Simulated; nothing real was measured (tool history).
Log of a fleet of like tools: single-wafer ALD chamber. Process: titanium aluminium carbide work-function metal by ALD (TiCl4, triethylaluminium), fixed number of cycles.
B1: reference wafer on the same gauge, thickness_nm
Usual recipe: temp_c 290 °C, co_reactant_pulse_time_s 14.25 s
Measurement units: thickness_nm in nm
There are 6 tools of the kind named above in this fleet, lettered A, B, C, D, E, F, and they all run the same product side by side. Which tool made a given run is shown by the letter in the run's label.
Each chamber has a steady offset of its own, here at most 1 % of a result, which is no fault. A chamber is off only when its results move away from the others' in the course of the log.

{"run": "1F", "hour": 7.2, "temp_c": 290, "co_reactant_pulse_time_s": 14.25, "B1": 1.6707, "thickness_nm": 1.9642}
{"run": "2E", "hour": 19.4, "temp_c": 290, "co_reactant_pulse_time_s": 14.25, "B1": 1.6691, "thickness_nm": 1.9883}
{"run": "3A", "hour": 29.7, "temp_c": 290, "co_reactant_pulse_time_s": 14.25, "B1": 1.6686, "thickness_nm": 1.9962}
{"run": "4D", "hour": 39.4, "temp_c": 290, "co_reactant_pulse_time_s": 14.25, "B1": 1.6687, "thickness_nm": 1.9406}
{"run": "5B", "hour": 47.8, "temp_c": 290, "co_reactant_pulse_time_s": 14.25, "B1": 1.6703, "thickness_nm": 1.954}
{"hour": 50.5, "done": "chamber F: thermocouple changed; heater temperature recalibrated"}
{"run": "6C", "hour": 55.3, "temp_c": 290, "co_reactant_pulse_time_s": 14.25, "B1": 1.6697, "thickness_nm": 1.9616}
{"run": "7E", "hour": 67.8, "temp_c": 290, "co_reactant_pulse_time_s": 14.25, "B1": 1.6719, "thickness_nm": 1.9827}
{"run": "8D", "hour": 81.1, "temp_c": 298, "co_reactant_pulse_time_s": 14.25, "B1": 1.6694, "thickness_nm": 2.0048}
{"run": "9F", "hour": 90.6, "temp_c": 298, "co_reactant_pulse_time_s": 14.25, "B1": 1.6707, "thickness_nm": 2.0425}
{"run": "10B", "hour": 98.5, "temp_c": 298, "co_reactant_pulse_time_s": 14.25, "B1": 1.6714, "thickness_nm": 2.0292}
{"run": "11C", "hour": 105.7, "temp_c": 298, "co_reactant_pulse_time_s": 14.25, "B1": 1.6715, "thickness_nm": 2.0359}
{"run": "12A", "hour": 114.8, "temp_c": 298, "co_reactant_pulse_time_s": 14.25, "B1": 1.6687, "thickness_nm": 2.0594}
{"run": "13F", "hour": 122.1, "temp_c": 298, "co_reactant_pulse_time_s": 14.25, "B1": 1.6713, "thickness_nm": 2.0581}
{"run": "14B", "hour": 130.7, "temp_c": 290, "co_reactant_pulse_time_s": 14.25, "B1": 1.67, "thickness_nm": 1.9487}
{"run": "15A", "hour": 144.8, "temp_c": 280, "co_reactant_pulse_time_s": 17.76, "B1": 1.6698, "thickness_nm": 1.9002}
{"run": "16C", "hour": 153.6, "temp_c": 280, "co_reactant_pulse_time_s": 17.76, "B1": 1.6687, "thickness_nm": 1.8877}
{"run": "17D", "hour": 160.2, "temp_c": 280, "co_reactant_pulse_time_s": 17.76, "B1": 1.6714, "thickness_nm": 1.8714}
{"run": "18E", "hour": 166.3, "temp_c": 280, "co_reactant_pulse_time_s": 17.76, "B1": 1.6697, "thickness_nm": 1.897}
{"run": "19C", "hour": 172.6, "temp_c": 280, "co_reactant_pulse_time_s": 17.76, "B1": 1.6704, "thickness_nm": 1.9062}
{"run": "20D", "hour": 181.9, "temp_c": 280, "co_reactant_pulse_time_s": 17.76, "B1": 1.6696, "thickness_nm": 1.8588}
{"run": "21B", "hour": 191.6, "temp_c": 290, "co_reactant_pulse_time_s": 14.25, "B1": 1.6712, "thickness_nm": 1.9571}
{"run": "22E", "hour": 204.4, "temp_c": 290, "co_reactant_pulse_time_s": 14.25, "B1": 1.6681, "thickness_nm": 1.9769}
{"run": "23A", "hour": 211.5, "temp_c": 290, "co_reactant_pulse_time_s": 14.25, "B1": 1.6704, "thickness_nm": 1.9849}
{"hour": 214.9, "done": "chamber A: triethylaluminium bottle replaced"}
{"run": "24F", "hour": 217.9, "temp_c": 282, "co_reactant_pulse_time_s": 18.55, "B1": 1.6671, "thickness_nm": 1.9332}
{"run": "25F", "hour": 229.9, "temp_c": 282, "co_reactant_pulse_time_s": 18.55, "B1": 1.6732, "thickness_nm": 1.9052}
{"run": "26D", "hour": 241.8, "temp_c": 282, "co_reactant_pulse_time_s": 18.55, "B1": 1.669, "thickness_nm": 1.8989}
{"run": "27C", "hour": 251.1, "temp_c": 282, "co_reactant_pulse_time_s": 18.55, "B1": 1.6694, "thickness_nm": 1.8816}
{"run": "28E", "hour": 260.1, "temp_c": 282, "co_reactant_pulse_time_s": 18.55, "B1": 1.6692, "thickness_nm": 1.9066}
{"run": "29B", "hour": 273.0, "temp_c": 282, "co_reactant_pulse_time_s": 18.55, "B1": 1.6716, "thickness_nm": 1.8954}
{"run": "30A", "hour": 285.2, "temp_c": 290, "co_reactant_pulse_time_s": 14.25, "B1": 1.6733, "thickness_nm": 1.9532}
{"run": "31E", "hour": 296.2, "temp_c": 290, "co_reactant_pulse_time_s": 14.25, "B1": 1.672, "thickness_nm": 1.9848}
{"run": "32D", "hour": 304.0, "temp_c": 290, "co_reactant_pulse_time_s": 14.25, "B1": 1.6724, "thickness_nm": 1.9298}
{"run": "33C", "hour": 316.6, "temp_c": 290, "co_reactant_pulse_time_s": 14.25, "B1": 1.6731, "thickness_nm": 1.9726}
{"run": "34A", "hour": 327.3, "temp_c": 281, "co_reactant_pulse_time_s": 19.12, "B1": 1.6702, "thickness_nm": 1.9135}
{"run": "35B", "hour": 338.3, "temp_c": 281, "co_reactant_pulse_time_s": 19.12, "B1": 1.6695, "thickness_nm": 1.8819}
{"run": "36F", "hour": 349.4, "temp_c": 281, "co_reactant_pulse_time_s": 19.12, "B1": 1.6715, "thickness_nm": 1.9151}
{"hour": 351.8, "done": "chamber A: thermocouple changed; heater temperature recalibrated"}
{"run": "37D", "hour": 357.3, "temp_c": 281, "co_reactant_pulse_time_s": 19.12, "B1": 1.6676, "thickness_nm": 1.861}
{"run": "38B", "hour": 364.7, "temp_c": 281, "co_reactant_pulse_time_s": 19.12, "B1": 1.6693, "thickness_nm": 1.8906}
{"run": "39C", "hour": 375.0, "temp_c": 281, "co_reactant_pulse_time_s": 19.12, "B1": 1.6691, "thickness_nm": 1.8993}
{"run": "40E", "hour": 384.5, "temp_c": 290, "co_reactant_pulse_time_s": 14.25, "B1": 1.6715, "thickness_nm": 1.9566}
{"run": "41F", "hour": 398.7, "temp_c": 290, "co_reactant_pulse_time_s": 14.25, "B1": 1.6703, "thickness_nm": 1.9685}
{"run": "42A", "hour": 409.4, "temp_c": 290, "co_reactant_pulse_time_s": 14.25, "B1": 1.6699, "thickness_nm": 1.9685}
{"run": "43D", "hour": 415.7, "temp_c": 290, "co_reactant_pulse_time_s": 14.25, "B1": 1.6674, "thickness_nm": 1.9512}
{"run": "44A", "hour": 424.6, "temp_c": 290, "co_reactant_pulse_time_s": 14.25, "B1": 1.6681, "thickness_nm": 1.9908}

Next, every chamber runs the same settings. What will each give?
{"run": "45A", "hour": 434.7, "temp_c": 290, "co_reactant_pulse_time_s": 14.25, "thickness_nm": "?"}
{"run": "45B", "hour": 434.7, "temp_c": 290, "co_reactant_pulse_time_s": 14.25, "thickness_nm": "?"}
{"run": "45C", "hour": 434.7, "temp_c": 290, "co_reactant_pulse_time_s": 14.25, "thickness_nm": "?"}
{"run": "45D", "hour": 434.7, "temp_c": 290, "co_reactant_pulse_time_s": 14.25, "thickness_nm": "?"}
{"run": "45E", "hour": 434.7, "temp_c": 290, "co_reactant_pulse_time_s": 14.25, "thickness_nm": "?"}
{"run": "45F", "hour": 434.7, "temp_c": 290, "co_reactant_pulse_time_s": 14.25, "thickness_nm": "?"}

run=45A thickness_nm=1.9853
run=45B thickness_nm=1.9499
run=45C thickness_nm=1.9450
run=45D thickness_nm=1.9417
run=45E thickness_nm=1.9827
run=45F thickness_nm=1.9705
